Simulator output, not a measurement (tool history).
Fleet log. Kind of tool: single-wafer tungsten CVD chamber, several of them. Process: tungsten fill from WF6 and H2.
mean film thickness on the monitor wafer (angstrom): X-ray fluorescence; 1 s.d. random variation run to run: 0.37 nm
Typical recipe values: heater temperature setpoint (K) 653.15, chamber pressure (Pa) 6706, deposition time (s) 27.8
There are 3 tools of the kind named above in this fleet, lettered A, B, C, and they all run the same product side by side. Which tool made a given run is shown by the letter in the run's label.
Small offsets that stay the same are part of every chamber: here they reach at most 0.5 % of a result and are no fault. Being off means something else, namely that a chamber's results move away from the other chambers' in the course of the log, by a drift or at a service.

run,hour,heater temperature setpoint (K),chamber pressure (Pa),deposition time (s),"read-back reference wafer on the same gauge, thickness_nm",mean film thickness on the monitor wafer (angstrom)
1A,4.5,653.15,6706,27.8,82.596,707.25
2C,13.2,653.15,6706,27.8,82.648,700.31
3B,18.0,653.15,6706,27.8,82.588,700.65
4B,23.2,653.15,6706,27.8,82.555,696.20
5C,31.2,653.15,6706,27.8,82.642,698.68
6A,39.0,653.15,6706,27.8,82.579,705.92
7B,46.6,659.15,7239,27.8,82.537,817.40
8A,51.7,659.15,7239,27.8,82.662,817.16
9C,57.2,659.15,7239,27.8,82.573,816.00
10A,64.5,653.15,6706,27.8,82.576,700.19
11C,68.7,665.15,7253,27.8,82.722,912.39
12B,73.4,665.15,7253,27.8,82.557,922.09
13B,78.9,665.15,7253,27.8,82.617,913.76
14C,87.6,653.15,6706,27.8,82.511,699.39
15A,94.5,653.15,6706,27.8,82.571,706.19
16B,100.9,653.15,6706,27.8,82.570,703.71
17A,107.0,653.15,6706,27.8,82.526,697.75
18C,111.4,653.15,6706,27.8,82.615,698.23
19C,115.5,653.15,6706,27.8,82.556,700.44
20A,121.3,653.15,6706,27.8,82.432,698.91
21B,128.2,653.15,6706,27.8,82.642,705.74
22C,132.4,653.15,7639,25.9,82.622,694.25
23A,139.6,653.15,7639,25.9,82.549,689.56
24B,145.0,653.15,7639,25.9,82.633,695.04
25C,151.8,653.15,6706,27.8,82.509,696.39
26A,155.9,653.15,6706,27.8,82.601,698.62
27B,161.6,653.15,6706,27.8,82.577,695.92
28A,168.8,653.15,6706,27.8,82.420,701.52
29B,176.7,653.15,6706,27.8,82.524,694.89
30C,183.9,653.15,6706,27.8,82.661,694.97
31C,188.8,653.15,6706,27.8,82.574,699.49
32B,195.6,653.15,6706,27.8,82.635,700.79
33A,203.2,653.15,6706,27.8,82.661,698.32
34B,207.7,653.15,6706,27.8,82.542,704.97
35A,213.6,653.15,6706,27.8,82.560,705.33
36C,221.7,641.15,6706,27.8,82.587,543.71
37A,228.6,641.15,6706,27.8,82.614,549.34
# hour 232.4: chamber B: capacitance manometer re-zeroed and calibrated
38B,233.0,641.15,6706,27.8,82.583,546.02

Is one chamber off against the others, does the gauge drift, or is nothing wrong? If a chamber is off, say which, and what the likeliest cause is.

Nothing is wrong: each chamber keeps only its own small, steady offset and the gauge holds still.

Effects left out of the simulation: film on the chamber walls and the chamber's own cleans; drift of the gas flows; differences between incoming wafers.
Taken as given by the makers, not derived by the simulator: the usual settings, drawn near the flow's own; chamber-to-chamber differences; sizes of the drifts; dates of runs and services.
